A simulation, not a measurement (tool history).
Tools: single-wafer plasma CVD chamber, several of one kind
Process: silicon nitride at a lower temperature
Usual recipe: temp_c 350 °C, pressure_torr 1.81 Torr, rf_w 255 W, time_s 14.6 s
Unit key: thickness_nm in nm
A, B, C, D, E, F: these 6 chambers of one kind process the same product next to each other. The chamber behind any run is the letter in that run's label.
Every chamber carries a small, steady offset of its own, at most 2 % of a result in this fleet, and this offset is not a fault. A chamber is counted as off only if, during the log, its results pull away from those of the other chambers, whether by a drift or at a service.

run,hour,temp_c,pressure_torr,rf_w,time_s,hours since the last thermocouple change,hours since the last RF generator calibration,hours since the last manometer calibration,"read-back reference wafer on the same gauge, thickness_nm",thickness_nm
1C,11.4,350,1.81,255,14.6,223.9,1055.7,376.6,18.486,16.095
2A,18.7,350,1.81,255,14.6,506.1,1337.7,2146.3,18.499,15.711
# hour 27.7: chamber D: capacitance manometer re-zeroed and calibrated
3D,28.2,350,1.81,255,14.6,1082.3,110.2,0.6,18.506,15.718
4E,35.6,350,1.81,255,14.6,1392.4,837.9,481.6,18.499,15.484
5F,42.6,350,1.81,255,14.6,540.3,2078.9,1157.8,18.49,15.89
6B,51.4,350,1.81,255,14.6,220.7,1300.7,1719.6,18.498,16.004
7B,61.1,350,1.81,255,14.6,230.4,1310.4,1729.3,18.495,15.828
8F,71,350,1.81,255,14.6,568.7,2107.3,1186.2,18.503,15.775
9C,84.2,350,1.98,255,14.6,296.7,1128.5,449.4,18.51,16.325
10D,91.4,350,1.98,255,14.6,1145.5,173.4,63.8,18.499,16.059
# hour 94.6: chamber B: RF generator calibrated
11E,103.5,350,1.98,255,14.6,1460.3,905.8,549.5,18.507,15.915
12A,116.9,350,1.98,255,14.6,604.3,1435.9,2244.5,18.501,16.241
13A,123,350,1.98,255,14.6,610.4,1442,2250.6,18.486,16.014
14B,130.3,350,1.98,255,14.6,299.6,35.7,1798.5,18.493,16.369
15E,140.2,350,1.81,255,14.6,1497,942.5,586.2,18.496,15.465
16F,153.2,350,1.81,255,14.6,650.9,2189.5,1268.4,18.483,15.882
17C,165.1,350,1.81,255,14.6,377.6,1209.4,530.3,18.507,15.908
18D,171.9,350,1.81,255,14.6,1226,253.9,144.3,18.515,15.734
19A,179.5,350,1.81,255,14.6,666.9,1498.5,2307.1,18.502,15.675
20C,186,350,1.81,255,14.6,398.5,1230.3,551.2,18.5,15.912
21F,198.5,350,1.81,255,14.6,696.2,2234.8,1313.7,18.516,15.852
22B,211.5,350,1.81,255,14.6,380.8,116.9,1879.7,18.503,15.906
23D,223.8,350,1.81,255,14.6,1277.9,305.8,196.2,18.501,15.616
24E,236.7,350,1.64,255,14.6,1593.5,1039,682.7,18.506,14.822
25D,244.7,350,1.64,255,14.6,1298.8,326.7,217.1,18.479,15.218
26B,252.1,350,1.64,255,14.6,421.4,157.5,1920.3,18.489,15.518
# hour 257.6: chamber C: RF generator calibrated
27C,258.5,350,1.64,255,14.6,471,1,623.7,18.477,15.406
28F,268.7,350,1.64,255,14.6,766.4,2305,1383.9,18.511,15.562
29E,274.6,350,1.64,255,14.6,1631.4,1076.9,720.6,18.494,14.866
30A,282.8,350,1.81,255,14.6,770.2,1601.8,2410.4,18.496,15.729
31E,290.5,350,1.81,255,14.6,1647.3,1092.8,736.5,18.495,15.181
32D,302.1,350,1.81,255,14.6,1356.2,384.1,274.5,18.503,15.593
33A,311.7,358,1.81,255,17.4,799.1,1630.7,2439.3,18.516,18.666
34C,323.6,358,1.81,255,17.4,536.1,66.1,688.8,18.498,18.908
35F,334.6,358,1.81,255,17.4,832.3,2370.9,1449.8,18.501,18.712
36B,344.6,358,1.81,255,17.4,513.9,250,2012.8,18.509,18.957
37A,355,358,1.81,255,17.4,842.4,1674,2482.6,18.503,18.654
38C,364.4,358,1.81,255,17.4,576.9,106.9,729.6,18.483,18.997
39D,376,350,1.81,255,14.6,1430.1,458,348.4,18.491,15.727

Next, all 6 chambers run the settings below, one line each with question marks for the results. What does each chamber give?
40A,385.7,350,1.81,255,14.6,,,,,?
40B,385.7,350,1.81,255,14.6,,,,,?
40C,385.7,350,1.81,255,14.6,,,,,?
40D,385.7,350,1.81,255,14.6,,,,,?
40E,385.7,350,1.81,255,14.6,,,,,?
40F,385.7,350,1.81,255,14.6,,,,,?

run,thickness_nm
40A,15.764
40B,15.918
40C,15.843
40D,15.484
40E,15.302
40F,15.728
